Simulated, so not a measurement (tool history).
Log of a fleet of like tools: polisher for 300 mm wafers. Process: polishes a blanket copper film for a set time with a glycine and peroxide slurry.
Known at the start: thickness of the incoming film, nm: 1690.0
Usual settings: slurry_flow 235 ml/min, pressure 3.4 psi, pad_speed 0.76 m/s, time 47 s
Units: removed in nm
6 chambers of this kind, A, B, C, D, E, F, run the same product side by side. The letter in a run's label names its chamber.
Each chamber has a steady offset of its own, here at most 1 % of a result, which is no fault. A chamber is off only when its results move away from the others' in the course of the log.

At hour 3.3: chamber F: worn pad replaced by a new one.
At hour 4.4: chamber D: worn pad replaced by a new one.
At hour 7.5: chamber A: worn pad replaced by a new one.
Run 1E, hour 11.7: usual settings. Result: removed 277.99 nm.
At hour 12.7: chamber E: worn pad replaced by a new one.
At hour 14.2: chamber C: worn pad replaced by a new one.
Run 2B, hour 16.8: usual settings. Result: removed 268.27 nm.
Run 3D, hour 26.4: usual settings. Result: removed 278.84 nm.
Run 4A, hour 35.2: usual settings. Result: removed 281.9 nm.
Run 5F, hour 46.8: usual settings but pressure 3 psi, time 35 s. Result: removed 186.85 nm.
Run 6C, hour 52.7: usual settings but pressure 3 psi, time 35 s. Result: removed 187.73 nm.
Run 7B, hour 60.1: usual settings but pressure 3 psi, time 35 s. Result: removed 188.38 nm.
At hour 64.9: chamber F: worn pad replaced by a new one.
Run 8E, hour 68.7: usual settings but pressure 3 psi, time 35 s. Result: removed 191.31 nm.
Run 9C, hour 76.6: usual settings but pressure 3 psi, time 35 s. Result: removed 184.19 nm.
At hour 81.3: chamber B: worn pad replaced by a new one.
Run 10D, hour 83.7: usual settings but pressure 3 psi, time 35 s. Result: removed 187.37 nm.
Run 11F, hour 91.4: usual settings. Result: removed 275.23 nm.
At hour 91.7: chamber E: worn pad replaced by a new one.
At hour 92.4: chamber D: worn pad replaced by a new one.
Run 12A, hour 101.7: usual settings. Result: removed 274.96 nm.
Run 13E, hour 111.7: usual settings. Result: removed 284.5 nm.
At hour 111.9: chamber C: worn pad replaced by a new one.
At hour 112.1: chamber D: head pressure recalibrated.
Run 14D, hour 118.2: usual settings. Result: removed 282.04 nm.
Run 15A, hour 129: usual settings. Result: removed 273.68 nm.
At hour 131.6: chamber A: worn pad replaced by a new one.
Run 16B, hour 137.3: usual settings. Result: removed 271.77 nm.
At hour 138.5: chamber F: worn pad replaced by a new one.
Run 17C, hour 142.8: usual settings. Result: removed 279.85 nm.
Run 18F, hour 149.9: usual settings. Result: removed 273.19 nm.
Run 19F, hour 155.4: usual settings. Result: removed 269.33 nm.
Run 20C, hour 164.3: usual settings. Result: removed 280.35 nm.
At hour 168.5: chamber D: slurry nozzle cleaned.
At hour 171: chamber E: worn pad replaced by a new one.
Run 21B, hour 173.9: usual settings. Result: removed 268.67 nm.
At hour 182.8: chamber B: worn pad replaced by a new one.
Run 22D, hour 182.9: usual settings but pad_speed 0.98 m/s, time 55 s. Result: removed 401.32 nm.
At hour 190.1: chamber D: worn pad replaced by a new one.
Run 23E, hour 190.5: usual settings but pad_speed 0.98 m/s, time 55 s. Result: removed 428.86 nm.
At hour 191.7: chamber A: slurry nozzle cleaned.
Run 24A, hour 201.2: usual settings but pad_speed 0.98 m/s, time 55 s. Result: removed 393.12 nm.
Run 25A, hour 206.3: usual settings but pad_speed 0.98 m/s, time 55 s. Result: removed 402.74 nm.
At hour 209.9: chamber F: head pressure recalibrated.
At hour 211.5: chamber C: head pressure recalibrated.
Run 26E, hour 213.8: usual settings but pad_speed 0.98 m/s, time 55 s. Result: removed 427.43 nm.
At hour 215.4: chamber F: worn pad replaced by a new one.
At hour 216.3: chamber C: worn pad replaced by a new one.
Run 27D, hour 220.8: usual settings but pad_speed 0.98 m/s, time 55 s. Result: removed 393.91 nm.
Run 28B, hour 232: usual settings. Result: removed 270.6 nm.
At hour 235.6: chamber E: slurry nozzle cleaned.
Run 29F, hour 239.8: usual settings. Result: removed 272.26 nm.
At hour 246.9: chamber E: worn pad replaced by a new one.
Run 30C, hour 250.3: usual settings but slurry_flow 190 ml/min, time 33 s. Result: removed 185.19 nm.
Run 31A, hour 259.3: usual settings but slurry_flow 190 ml/min, time 33 s. Result: removed 185.71 nm.
Run 32F, hour 264.9: usual settings but slurry_flow 190 ml/min, time 33 s. Result: removed 186.37 nm.
At hour 266.9: chamber A: worn pad replaced by a new one.
Run 33D, hour 271.2: usual settings but slurry_flow 190 ml/min, time 33 s. Result: removed 190.28 nm.
Run 34B, hour 280.6: usual settings but slurry_flow 190 ml/min, time 33 s. Result: removed 180.95 nm.
Run 35E, hour 288.4: usual settings but slurry_flow 190 ml/min, time 33 s. Result: removed 202.27 nm.
Run 36C, hour 296.6: usual settings. Result: removed 275.58 nm.
Run 37A, hour 302.6: usual settings. Result: removed 278.46 nm.
Run 38C, hour 307.9: usual settings. Result: removed 276.87 nm.

All 6 chambers run these settings next. Forecast each chamber's results:
Run 39A, hour 316.3: usual settings. Result: removed ?.
Run 39B, hour 316.3: usual settings. Result: removed ?.
Run 39C, hour 316.3: usual settings. Result: removed ?.
Run 39D, hour 316.3: usual settings. Result: removed ?.
Run 39E, hour 316.3: usual settings. Result: removed ?.
Run 39F, hour 316.3: usual settings. Result: removed ?.

run  removed
39A   266.25
39B   271.29
39C   273.17
39D   273.01
39E   299.74
39F   272.35

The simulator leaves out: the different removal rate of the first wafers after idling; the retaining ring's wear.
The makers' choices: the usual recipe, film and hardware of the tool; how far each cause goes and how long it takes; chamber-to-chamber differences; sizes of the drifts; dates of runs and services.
